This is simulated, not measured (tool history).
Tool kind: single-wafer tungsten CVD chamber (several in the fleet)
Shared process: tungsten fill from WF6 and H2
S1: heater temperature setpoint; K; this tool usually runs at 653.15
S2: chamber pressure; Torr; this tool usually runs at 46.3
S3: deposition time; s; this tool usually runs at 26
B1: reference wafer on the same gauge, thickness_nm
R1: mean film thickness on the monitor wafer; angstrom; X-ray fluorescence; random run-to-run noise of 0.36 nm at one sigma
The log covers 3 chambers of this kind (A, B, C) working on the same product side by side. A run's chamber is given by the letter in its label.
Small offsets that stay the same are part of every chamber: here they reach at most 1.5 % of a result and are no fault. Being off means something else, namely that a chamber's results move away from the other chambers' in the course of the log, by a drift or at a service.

run   hour      S1    S2    S3      B1      R1
 1B    4.3  653.15  46.3    26  63.537   620.8
 2C    9.2  653.15  46.3    26  63.469  631.76
 3A   15.7  653.15  46.3    26  63.432  617.99
 4C     22  653.15  46.3    26  63.461  626.93
 5B   25.4  653.15  46.3    26   63.45  633.01
 6A   31.1  653.15  46.3    26  63.473  616.41
 7C     36  653.15  37.6    26  63.552  577.73
 8A     40  653.15  37.6    26  63.407  561.29
 9B   42.9  653.15  37.6    26  63.467  575.82
10B   47.4  653.15  46.3    26    63.5  633.87
11A     53  653.15  46.3    26  63.482  621.49
12C   58.5  653.15  46.3    26  63.438  624.94
13B   63.5  653.15  46.3  21.7  63.484  527.84
14C   69.8  653.15  46.3  21.7  63.566  523.03
15A   75.6  653.15  46.3  21.7  63.553  509.59
16A   79.8  653.15  46.3    26  63.542  628.66
17C     85  653.15  46.3    26  63.492  632.49
18B   88.6  647.15  38.9    26  63.396  513.68
      88.8  -- chamber A: thermocouple changed; heater temperature recalibrated
19B     94  647.15  38.9    26  63.556  513.49
20C   97.2  647.15  38.9    26  63.487  514.23
21A  101.7  653.15  46.3    26  63.481  588.52
22C  105.1  653.15  46.3    26  63.349  628.06
23B  109.8  653.15  46.3    26  63.423  638.84
24A  115.2  653.15  46.3    26  63.513  583.28
25C    119  653.15  46.3    26  63.563   628.3
26A  124.6  653.15  46.3    26    63.5  581.57
27B  128.8  653.15  46.3    26   63.49  627.98
28B  132.6  653.15  46.3    26  63.489  626.11
29A  136.8  653.15  46.3    26  63.541   590.3
30C  140.3  653.15  46.3    26   63.57  630.15
31A  144.2  653.15  46.3    26  63.465  577.51
32B  150.7  653.15  46.3    26  63.518  631.42
33C  154.1  653.15  46.3    26  63.469  632.72
34A    160  653.15  46.3    26  63.506  579.79

Predict what each chamber gives when all 3 of them run the settings below next.
35A  164.7  646.15  46.3  26       ?
35B  164.7  646.15  46.3  26       ?
35C  164.7  646.15  46.3  26       ?

run      R1
35A  503.83
35B   544.2
35C  551.38
